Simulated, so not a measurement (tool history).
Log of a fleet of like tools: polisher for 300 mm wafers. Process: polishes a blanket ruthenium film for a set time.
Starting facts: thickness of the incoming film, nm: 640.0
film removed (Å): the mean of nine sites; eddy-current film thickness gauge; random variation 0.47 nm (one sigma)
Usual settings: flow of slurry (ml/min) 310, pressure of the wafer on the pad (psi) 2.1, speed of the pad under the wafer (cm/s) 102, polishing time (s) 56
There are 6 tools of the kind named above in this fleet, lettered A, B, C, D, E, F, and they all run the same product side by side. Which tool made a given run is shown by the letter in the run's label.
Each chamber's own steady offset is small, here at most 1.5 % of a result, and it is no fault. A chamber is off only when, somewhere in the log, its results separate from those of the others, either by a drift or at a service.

run	hour	flow of slurry (ml/min)	pressure of the wafer on the pad (psi)	speed of the pad under the wafer (cm/s)	polishing time (s)	wafers polished on this pad	hours since the slurry nozzle was cleaned	hours since the head pressure was calibrated	film removed (Å)
# hour 1.2: chamber D: worn pad replaced by a new one
1A	4.2	310	2.1	102	56	1115	989.9	1481.3	561.27
2E	7.6	310	2.1	102	56	198	511.5	497	555.24
3D	11	310	2.1	102	56	112	49.4	41.5	555.8
4C	14.8	310	2.1	102	56	458	261.5	124.1	564.46
# hour 15.7: chamber A: slurry nozzle cleaned
5F	18.8	310	2.1	102	56	346	706.3	174.6	550.46
6B	22.9	310	2.1	102	56	800	176.7	40.1	550.51
# hour 24.6: chamber A: worn pad replaced by a new one
7A	26.2	310	2.6	72	56	18	10.6	1503.3	487.42
8D	30.7	310	2.6	72	56	339	69.1	61.2	480.72
9E	33.6	310	2.6	72	56	498	537.5	523	485.54
10F	36.7	310	2.6	72	56	552	724.2	192.5	478.65
11C	39.2	310	2.6	72	56	738	285.9	148.5	486.77
12B	42.3	310	2.6	72	56	1023	196.1	59.5	480.33
13A	46.6	275	2.1	102	56	253	31	1523.7	539.09
14C	49.5	275	2.1	102	56	857	296.2	158.8	552.7
15F	53.5	275	2.1	102	56	746	741	209.3	542.67
16B	56.4	275	2.1	102	56	1186	210.2	73.6	542.16
17E	58.9	275	2.1	102	56	789	562.8	548.3	559.33
# hour 60.2: chamber E: worn pad replaced by a new one
18D	61.2	275	2.1	102	56	690	99.6	91.7	547.65
19D	65.4	310	2.1	102	56	739	103.8	95.9	550.65
# hour 67: chamber B: worn pad replaced by a new one
20E	69.9	310	2.7	132	56	112	573.8	559.3	928.25
21C	74.9	310	2.7	132	56	1149	321.6	184.2	931.6
# hour 78.3: chamber F: worn pad replaced by a new one
22B	79.7	310	2.7	132	56	147	233.5	96.9	923.67
# hour 81.7: chamber C: worn pad replaced by a new one
23F	82.2	310	2.7	132	56	45	769.7	238	908.32
# hour 85.9: chamber F: slurry nozzle cleaned
24A	87.1	310	2.7	132	56	719	71.5	1564.2	923.64
# hour 87.6: chamber D: worn pad replaced by a new one
25B	91.1	310	2.7	132	56	278	244.9	108.3	907.88
# hour 91.3: chamber A: head pressure recalibrated
26F	93.9	310	2.1	102	56	179	8	249.7	548.91
27E	98.4	310	2.1	102	56	440	602.3	587.8	543.88
# hour 100.2: chamber C: slurry nozzle cleaned
28A	102.2	310	2.1	102	38	893	86.6	10.9	353.25
29C	107	310	2.1	102	38	291	6.8	216.3	376.36
30D	110.1	310	2.1	102	38	259	148.5	140.6	376.01
# hour 112.9: chamber E: worn pad replaced by a new one
# hour 113.1: chamber E: head pressure recalibrated
31A	114.7	310	2.1	102	38	1037	99.1	23.4	354.64
32B	119.6	310	2.1	102	38	606	273.4	136.8	368.56
33C	123.5	310	2.1	102	38	481	23.3	232.8	378.69
34E	128.1	310	2.1	102	56	175	632	15.1	559.08
35D	132.2	310	1.7	102	48	513	170.6	162.7	388.69
36F	135.1	310	1.7	102	48	654	49.2	290.9	381.82
37F	139.4	310	1.7	102	48	703	53.5	295.2	389.3
38D	143.8	310	1.7	102	48	647	182.2	174.3	391.92

Which is it: a chamber that has drifted or been left off by a service, a gauge drift common to all chambers, or only each chamber's usual small offset? If a chamber is off, name it and its likeliest cause.

After it was serviced, chamber A no longer matches the other chambers.
What lies behind it: head's pressure below its setpoint, % = 6.09.

Chamber A could run next with any of the 4 candidate recipes listed below; each alters the usual settings, and their results appear as question marks. Which one brings its results back in line with what the other chambers deliver on the usual settings?
In line means no further than this from the other chambers' mean on the usual settings: film removed (Å) 16
39A-1	147.4	310	2.1	96	56				?
39A-2	147.4	310	2.1	108	59				?
39A-3	147.4	310	2.1	102	50				?
39A-4	147.4	310	2.2	104	56				?

Usual-settings mean across the other chambers: film removed (Å) 554.07
run	film removed (Å)
39A-1	491.17
39A-2	581.79
39A-3	465.79
39A-4	557.57
It is 39A-4 that realigns the chamber with its peers.

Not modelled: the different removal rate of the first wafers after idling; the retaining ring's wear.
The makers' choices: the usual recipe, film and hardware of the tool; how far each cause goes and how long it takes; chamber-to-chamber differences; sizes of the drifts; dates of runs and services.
